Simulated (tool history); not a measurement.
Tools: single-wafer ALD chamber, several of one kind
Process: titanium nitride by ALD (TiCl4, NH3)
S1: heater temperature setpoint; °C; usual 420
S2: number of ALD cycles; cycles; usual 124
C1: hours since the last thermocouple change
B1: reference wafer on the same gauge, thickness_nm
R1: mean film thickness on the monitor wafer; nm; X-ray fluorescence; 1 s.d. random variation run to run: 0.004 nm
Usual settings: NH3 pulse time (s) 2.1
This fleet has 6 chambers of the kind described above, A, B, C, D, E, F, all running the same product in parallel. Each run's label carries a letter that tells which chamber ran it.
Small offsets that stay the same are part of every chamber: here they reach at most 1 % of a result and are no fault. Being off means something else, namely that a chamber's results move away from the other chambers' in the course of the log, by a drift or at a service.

run 1F hour=6.3 | S1=420 S2=124 NH3_pulse_time_(s)=2.1 | C1=1028 | B1=3.3103 | R1=2.761
run 2D hour=10.7 | S1=420 S2=124 NH3_pulse_time_(s)=2.1 | C1=496.2 | B1=3.3118 | R1=2.7574
run 3E hour=17.6 | S1=420 S2=124 NH3_pulse_time_(s)=2.1 | C1=218.5 | B1=3.3114 | R1=2.7538
run 4B hour=23.7 | S1=420 S2=124 NH3_pulse_time_(s)=2.1 | C1=1639.2 | B1=3.311 | R1=2.7516
run 5C hour=30.6 | S1=420 S2=138 NH3_pulse_time_(s)=2.1 | C1=1591.3 | B1=3.312 | R1=3.1043
run 6A hour=35 | S1=420 S2=138 NH3_pulse_time_(s)=2.1 | C1=649 | B1=3.3139 | R1=3.1079
run 7B hour=38.8 | S1=420 S2=138 NH3_pulse_time_(s)=2.1 | C1=1654.3 | B1=3.3137 | R1=3.0608
run 8D hour=44.4 | S1=420 S2=138 NH3_pulse_time_(s)=2.1 | C1=529.9 | B1=3.3137 | R1=3.0698
run 9C hour=49.8 | S1=420 S2=138 NH3_pulse_time_(s)=2.1 | C1=1610.5 | B1=3.315 | R1=3.1002
run 10F hour=56.6 | S1=420 S2=138 NH3_pulse_time_(s)=2.1 | C1=1078.3 | B1=3.3152 | R1=3.0721
run 11A hour=63.8 | S1=420 S2=124 NH3_pulse_time_(s)=2.1 | C1=677.8 | B1=3.3149 | R1=2.798
run 12E hour=69 | S1=420 S2=124 NH3_pulse_time_(s)=2.1 | C1=269.9 | B1=3.3155 | R1=2.7551
run 13B hour=73.2 | S1=431 S2=124 NH3_pulse_time_(s)=2.1 | C1=1688.7 | B1=3.3148 | R1=2.7571
run 14A hour=80.1 | S1=431 S2=124 NH3_pulse_time_(s)=2.1 | C1=694.1 | B1=3.3177 | R1=2.7949
run 15D hour=83.7 | S1=431 S2=124 NH3_pulse_time_(s)=2.1 | C1=569.2 | B1=3.3171 | R1=2.7634
run 16C hour=88.3 | S1=431 S2=124 NH3_pulse_time_(s)=2.1 | C1=1649 | B1=3.3174 | R1=2.797
run 17E hour=92.5 | S1=431 S2=124 NH3_pulse_time_(s)=2.1 | C1=293.4 | B1=3.3176 | R1=2.7577
run 18F hour=97.2 | S1=431 S2=124 NH3_pulse_time_(s)=2.1 | C1=1118.9 | B1=3.3181 | R1=2.7649
run 19C hour=102.8 | S1=420 S2=124 NH3_pulse_time_(s)=2.1 | C1=1663.5 | B1=3.3181 | R1=2.7865
run 20E hour=106.7 | S1=420 S2=124 NH3_pulse_time_(s)=2.1 | C1=307.6 | B1=3.3192 | R1=2.7575
run 21A hour=112.9 | S1=420 S2=124 NH3_pulse_time_(s)=2.1 | C1=726.9 | B1=3.3194 | R1=2.788
run 22B hour=116.7 | S1=420 S2=124 NH3_pulse_time_(s)=2.1 | C1=1732.2 | B1=3.3202 | R1=2.7611
run 23F hour=121.8 | S1=420 S2=124 NH3_pulse_time_(s)=2.1 | C1=1143.5 | B1=3.3203 | R1=2.7678
run 24D hour=127.6 | S1=420 S2=124 NH3_pulse_time_(s)=2.1 | C1=613.1 | B1=3.3212 | R1=2.7576
run 25C hour=134.8 | S1=420 S2=124 NH3_pulse_time_(s)=2.1 | C1=1695.5 | B1=3.3212 | R1=2.7897
run 26B hour=140 | S1=420 S2=124 NH3_pulse_time_(s)=2.1 | C1=1755.5 | B1=3.3221 | R1=2.7567
run 27E hour=144.7 | S1=420 S2=124 NH3_pulse_time_(s)=2.1 | C1=345.6 | B1=3.3217 | R1=2.7676
run 28F hour=150.8 | S1=420 S2=124 NH3_pulse_time_(s)=2.1 | C1=1172.5 | B1=3.3228 | R1=2.7677
run 29D hour=154.6 | S1=420 S2=124 NH3_pulse_time_(s)=2.1 | C1=640.1 | B1=3.3225 | R1=2.7642
run 30A hour=158.7 | S1=427 S2=131 NH3_pulse_time_(s)=2.1 | C1=772.7 | B1=3.3224 | R1=2.9569
run 31A hour=163.9 | S1=427 S2=131 NH3_pulse_time_(s)=2.1 | C1=777.9 | B1=3.3224 | R1=2.9609
run 32B hour=167.7 | S1=427 S2=131 NH3_pulse_time_(s)=2.1 | C1=1783.2 | B1=3.3236 | R1=2.9222
run 33D hour=171.2 | S1=427 S2=131 NH3_pulse_time_(s)=2.1 | C1=656.7 | B1=3.3228 | R1=2.9214
run 34E hour=176.6 | S1=427 S2=131 NH3_pulse_time_(s)=2.1 | C1=377.5 | B1=3.3246 | R1=2.9342
run 35F hour=183.9 | S1=427 S2=131 NH3_pulse_time_(s)=2.1 | C1=1205.6 | B1=3.3257 | R1=2.9318
run 36C hour=187.3 | S1=410 S2=124 NH3_pulse_time_(s)=2.78 | C1=1748 | B1=3.3254 | R1=2.8121
run 37E hour=191.3 | S1=410 S2=124 NH3_pulse_time_(s)=2.78 | C1=392.2 | B1=3.3261 | R1=2.7745
run 38B hour=196.7 | S1=410 S2=124 NH3_pulse_time_(s)=2.78 | C1=1812.2 | B1=3.3259 | R1=2.7738
run 39A hour=201.5 | S1=410 S2=124 NH3_pulse_time_(s)=2.78 | C1=815.5 | B1=3.3258 | R1=2.8106
run 40D hour=207.4 | S1=410 S2=124 NH3_pulse_time_(s)=2.78 | C1=692.9 | B1=3.3284 | R1=2.7772
run 41F hour=214.4 | S1=410 S2=124 NH3_pulse_time_(s)=2.78 | C1=1236.1 | B1=3.327 | R1=2.7886
run 42C hour=217.9 | S1=420 S2=124 NH3_pulse_time_(s)=2.1 | C1=1778.6 | B1=3.3276 | R1=2.803
run 43B hour=224.4 | S1=420 S2=124 NH3_pulse_time_(s)=2.77 | C1=1839.9 | B1=3.3283 | R1=2.7815
run 44D hour=230 | S1=420 S2=124 NH3_pulse_time_(s)=2.77 | C1=715.5 | B1=3.3293 | R1=2.7836

All 6 chambers run these settings next. Forecast each chamber's results:
run 45A hour=235.4 | S1=420 S2=124 NH3_pulse_time_(s)=2.1 | R1=?
run 45B hour=235.4 | S1=420 S2=124 NH3_pulse_time_(s)=2.1 | R1=?
run 45C hour=235.4 | S1=420 S2=124 NH3_pulse_time_(s)=2.1 | R1=?
run 45D hour=235.4 | S1=420 S2=124 NH3_pulse_time_(s)=2.1 | R1=?
run 45E hour=235.4 | S1=420 S2=124 NH3_pulse_time_(s)=2.1 | R1=?
run 45F hour=235.4 | S1=420 S2=124 NH3_pulse_time_(s)=2.1 | R1=?

run=45A R1=2.7994
run=45B R1=2.7631
run=45C R1=2.7919
run=45D R1=2.7661
run=45E R1=2.7709
run=45F R1=2.7737
